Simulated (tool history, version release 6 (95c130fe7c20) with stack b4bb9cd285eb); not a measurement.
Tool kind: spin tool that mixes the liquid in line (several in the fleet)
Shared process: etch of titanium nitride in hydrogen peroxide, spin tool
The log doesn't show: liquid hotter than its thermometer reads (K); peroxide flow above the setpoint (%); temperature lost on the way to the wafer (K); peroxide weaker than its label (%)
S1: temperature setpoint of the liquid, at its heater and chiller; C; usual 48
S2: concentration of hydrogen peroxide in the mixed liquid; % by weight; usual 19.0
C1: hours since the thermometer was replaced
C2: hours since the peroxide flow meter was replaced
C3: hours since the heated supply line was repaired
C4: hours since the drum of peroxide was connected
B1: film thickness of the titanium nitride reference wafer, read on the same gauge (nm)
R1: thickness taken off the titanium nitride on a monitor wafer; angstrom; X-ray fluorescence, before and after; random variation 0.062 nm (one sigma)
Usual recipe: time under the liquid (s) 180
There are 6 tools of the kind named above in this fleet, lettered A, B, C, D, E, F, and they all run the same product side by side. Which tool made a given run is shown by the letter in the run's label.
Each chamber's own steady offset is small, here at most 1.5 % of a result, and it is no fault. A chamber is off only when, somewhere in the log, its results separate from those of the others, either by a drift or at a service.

Run 1F, hour 4.4: usual settings; C1 638.1; C2 341.5; C3 1743.4; C4 489.2; B1 110.01. Result: R1 81.870 angstrom.
Run 2A, hour 6.9: usual settings; C1 673.3; C2 1454.3; C3 550.6; C4 52.1; B1 110.00. Result: R1 83.473 angstrom.
Run 3D, hour 10.5: usual settings; C1 1808.2; C2 380.6; C3 994.5; C4 1029.3; B1 110.02. Result: R1 83.168 angstrom.
At hour 13.6: chamber B: thermometer replaced.
Run 4C, hour 13.9: usual settings; C1 1407.0; C2 2291.9; C3 297.6; C4 1531.7; B1 110.02. Result: R1 83.894 angstrom.
Run 5E, hour 16.1: usual settings but time under the liquid (s) 75; C1 35.6; C2 648.4; C3 687.3; C4 315.4; B1 110.01. Result: R1 35.086 angstrom.
Run 6B, hour 18.6: usual settings but time under the liquid (s) 75; C1 5.0; C2 359.0; C3 2217.9; C4 1258.8; B1 109.99. Result: R1 34.843 angstrom.
Run 7C, hour 21.7: usual settings but time under the liquid (s) 75; C1 1414.8; C2 2299.7; C3 305.4; C4 1539.5; B1 110.00. Result: R1 34.642 angstrom.
At hour 23.9: chamber C: new drum of peroxide connected.
Run 8B, hour 25.3: usual settings but time under the liquid (s) 75; C1 11.7; C2 365.7; C3 2224.6; C4 1265.5; B1 109.98. Result: R1 35.001 angstrom.
Run 9A, hour 28.9: usual settings but time under the liquid (s) 75; C1 695.3; C2 1476.3; C3 572.6; C4 74.1; B1 109.99. Result: R1 34.506 angstrom.
Run 10D, hour 31.8: usual settings but time under the liquid (s) 75; C1 1829.5; C2 401.9; C3 1015.8; C4 1050.6; B1 110.00. Result: R1 34.993 angstrom.
Run 11F, hour 35.8: usual settings; C1 669.5; C2 372.9; C3 1774.8; C4 520.6; B1 110.00. Result: R1 82.571 angstrom.
Run 12E, hour 38.7: usual settings; C1 58.2; C2 671.0; C3 709.9; C4 338.0; B1 109.98. Result: R1 83.474 angstrom.
Run 13A, hour 42.5: usual settings; C1 708.9; C2 1489.9; C3 586.2; C4 87.7; B1 110.00. Result: R1 82.700 angstrom.
Run 14C, hour 46.1: usual settings; C1 1439.2; C2 2324.1; C3 329.8; C4 22.3; B1 109.97. Result: R1 83.231 angstrom.
Run 15F, hour 49.4: usual settings but time under the liquid (s) 285; C1 683.1; C2 386.5; C3 1788.4; C4 534.2; B1 109.99. Result: R1 131.750 angstrom.
Run 16B, hour 52.9: usual settings but time under the liquid (s) 285; C1 39.3; C2 393.3; C3 2252.2; C4 1293.1; B1 109.99. Result: R1 130.990 angstrom.
At hour 54.1: chamber E: peroxide flow meter replaced.
Run 17E, hour 56.0: usual settings but time under the liquid (s) 285; C1 75.5; C2 2.0; C3 727.2; C4 355.3; B1 109.97. Result: R1 132.950 angstrom.
Run 18D, hour 58.8: usual settings but time under the liquid (s) 285; C1 1856.5; C2 428.9; C3 1042.8; C4 1077.6; B1 109.99. Result: R1 131.780 angstrom.
At hour 60.1: chamber C: peroxide flow meter replaced.
Run 19C, hour 62.0: usual settings but time under the liquid (s) 285; C1 1455.1; C2 2.0; C3 345.7; C4 38.2; B1 109.97. Result: R1 132.290 angstrom.
Run 20B, hour 64.7: usual settings but time under the liquid (s) 285; C1 51.1; C2 405.1; C3 2264.0; C4 1304.9; B1 109.99. Result: R1 132.810 angstrom.
Run 21F, hour 68.3: usual settings; C1 702.0; C2 405.4; C3 1807.3; C4 553.1; B1 110.01. Result: R1 82.380 angstrom.
Run 22A, hour 72.2: usual settings; C1 738.6; C2 1519.6; C3 615.9; C4 117.4; B1 109.99. Result: R1 80.985 angstrom.
Run 23E, hour 74.8: usual settings; C1 94.3; C2 20.8; C3 746.0; C4 374.1; B1 109.99. Result: R1 84.112 angstrom.
Run 24D, hour 77.8: usual settings; C1 1875.5; C2 447.9; C3 1061.8; C4 1096.6; B1 110.01. Result: R1 82.719 angstrom.
Run 25E, hour 80.2: usual settings; C1 99.7; C2 26.2; C3 751.4; C4 379.5; B1 110.02. Result: R1 83.308 angstrom.
Run 26F, hour 82.6: usual settings; C1 716.3; C2 419.7; C3 1821.6; C4 567.4; B1 110.02. Result: R1 83.396 angstrom.
At hour 82.8: chamber C: thermometer replaced.
Run 27D, hour 85.7: usual settings but time under the liquid (s) 250; C1 1883.4; C2 455.8; C3 1069.7; C4 1104.5; B1 109.98. Result: R1 114.540 angstrom.
At hour 88.3: chamber D: new drum of peroxide connected.
Run 28C, hour 88.3: usual settings but time under the liquid (s) 250; C1 5.6; C2 28.3; C3 372.0; C4 64.5; B1 109.98. Result: R1 116.740 angstrom.
Run 29A, hour 92.7: usual settings but time under the liquid (s) 250; C1 759.1; C2 1540.1; C3 636.4; C4 137.9; B1 109.97. Result: R1 110.800 angstrom.
Run 30B, hour 95.4: usual settings but time under the liquid (s) 250; C1 81.8; C2 435.8; C3 2294.7; C4 1335.6; B1 110.01. Result: R1 114.350 angstrom.
Run 31E, hour 97.8: usual settings but time under the liquid (s) 250; C1 117.3; C2 43.8; C3 769.0; C4 397.1; B1 109.99. Result: R1 116.830 angstrom.
Run 32D, hour 101.7: usual settings but time under the liquid (s) 250; C1 1899.4; C2 471.8; C3 1085.7; C4 13.5; B1 110.00. Result: R1 115.780 angstrom.
Run 33B, hour 106.1: usual settings; C1 92.5; C2 446.5; C3 2305.4; C4 1346.3; B1 109.99. Result: R1 84.323 angstrom.
Run 34F, hour 109.4: usual settings; C1 743.1; C2 446.5; C3 1848.4; C4 594.2; B1 110.02. Result: R1 83.431 angstrom.
Run 35C, hour 112.3: usual settings but time under the liquid (s) 260; C1 29.6; C2 52.3; C3 396.0; C4 88.5; B1 109.99. Result: R1 121.430 angstrom.
Run 36A, hour 116.3: usual settings but time under the liquid (s) 260; C1 782.7; C2 1563.7; C3 660.0; C4 161.5; B1 110.02. Result: R1 113.970 angstrom.
At hour 117.3: chamber B: new drum of peroxide connected.
Run 37B, hour 119.2: usual settings but time under the liquid (s) 260; C1 105.6; C2 459.6; C3 2318.5; C4 2.0; B1 110.03. Result: R1 119.270 angstrom.
Run 38C, hour 122.1: usual settings but time under the liquid (s) 260; C1 39.4; C2 62.1; C3 405.8; C4 98.3; B1 110.02. Result: R1 119.980 angstrom.
Run 39D, hour 126.0: usual settings but time under the liquid (s) 260; C1 1923.7; C2 496.1; C3 1110.0; C4 37.8; B1 109.99. Result: R1 119.140 angstrom.

Has any chamber moved away from the others, gradually or after a service, or does the common gauge drift, or do the chambers differ only by their own small steady offsets? State the chamber and the most likely cause if one applies.

Little by little, chamber A moves away from the other chambers.
Cause: temperature lost on the way to the wafer (K) = 0.84.
The log may not tell that from: liquid colder than its thermometer reads (K).

Here are 4 candidates for chamber A's next run, each the usual settings with a change, their results left as question marks. Which one brings its results back in line with what the others give on the usual settings?
Counts as in line when no further than this from what the other chambers average on the usual settings: R1 2.200 angstrom
Run 40A-1, hour 129.4: usual settings but S1 46.5 C. Result: R1 ?.
Run 40A-2, hour 129.4: usual settings but S2 24.5 % by weight. Result: R1 ?.
Run 40A-3, hour 129.4: usual settings but S2 13.5 % by weight. Result: R1 ?.
Run 40A-4, hour 129.4: usual settings but S1 49.0 C, time under the liquid (s) 190. Result: R1 ?.

The mean the other chambers reach with the usual settings: R1 83.362 angstrom
  run      R1
40A-1  69.849
40A-2  82.500
40A-3  72.783
40A-4  88.829
40A-2 is the one that brings the chamber's results back in line with the other chambers.
